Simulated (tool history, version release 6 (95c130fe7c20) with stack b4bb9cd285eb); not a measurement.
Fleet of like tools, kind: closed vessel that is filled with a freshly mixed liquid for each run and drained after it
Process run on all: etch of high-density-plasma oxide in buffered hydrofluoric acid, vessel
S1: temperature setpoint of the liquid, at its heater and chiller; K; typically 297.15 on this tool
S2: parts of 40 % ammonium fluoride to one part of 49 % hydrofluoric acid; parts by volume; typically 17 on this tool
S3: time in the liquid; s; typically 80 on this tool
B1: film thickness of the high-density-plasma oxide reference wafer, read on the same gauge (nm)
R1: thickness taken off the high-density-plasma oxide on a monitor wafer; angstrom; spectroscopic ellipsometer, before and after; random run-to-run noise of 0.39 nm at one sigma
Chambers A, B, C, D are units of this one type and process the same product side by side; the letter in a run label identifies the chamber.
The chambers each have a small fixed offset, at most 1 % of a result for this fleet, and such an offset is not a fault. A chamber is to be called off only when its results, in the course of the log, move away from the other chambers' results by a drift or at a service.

run	day	S1	S2	S3	B1	R1
1B	0.262	297.15	17	80	129.98	607.21
2D	0.496	297.15	17	80	130.00	596.40
3C	0.725	297.15	17	80	129.97	597.13
4A	0.996	297.15	17	80	130.07	590.74
5D	1.158	297.15	17	80	130.03	598.07
6B	1.412	300.65	14	80	130.05	878.71
7C	1.671	300.65	14	80	130.02	872.55
8A	1.971	300.65	14	80	129.99	866.88
9A	2.154	300.65	14	80	130.00	870.99
10B	2.425	297.15	17	80	129.99	597.97
11D	2.571	297.15	17	80	129.98	589.79
12C	2.750	297.15	17	80	130.03	591.98
# day 3.050: chamber C: thermometer replaced
13A	3.050	302.15	17	80	130.02	769.26
14C	3.208	302.15	17	80	130.00	792.08
15D	3.467	302.15	17	80	130.01	767.97
16B	3.754	302.15	17	80	130.02	777.15
17B	4.017	297.15	17	80	129.99	602.31
18D	4.233	297.15	17	80	130.02	577.75
19C	4.550	297.15	17	80	129.99	593.65
20A	4.829	297.15	17	80	130.01	592.46
21A	5.054	297.15	21	55	129.99	335.07
22C	5.346	297.15	21	55	129.96	341.57
23D	5.500	297.15	21	55	130.03	324.19
24B	5.654	297.15	21	55	129.96	341.27
25C	5.883	297.15	17	80	129.98	600.96

One chamber off, gauge drift, or nothing amiss beyond the chambers' own small offsets? If it is a chamber, which one, and what is the likeliest cause?

One chamber, D, drifts off from the rest bit by bit.
Most likely cause: liquid colder than its thermometer reads (K) = 1.16.
Not necessarily distinguishable in this log from: hydrofluoric acid flow below the setpoint (%).

Here are 4 candidates for chamber D's next run, each the usual settings with a change, their results left as question marks. Which one brings its results back in line with what the others give on the usual settings?
In-line tolerance around the mean of the other chambers on the usual settings: R1 14.00 angstrom
26D-1	6.112	299.15	17	80		?
26D-2	6.112	295.15	17	80		?
26D-3	6.112	297.15	17	85		?
26D-4	6.112	296.15	17	80		?

Average result of the remaining chambers running the usual settings: R1 595.77 angstrom
run	R1
26D-1	625.28
26D-2	501.91
26D-3	595.81
26D-4	530.62
26D-3 brings the chamber back in line.
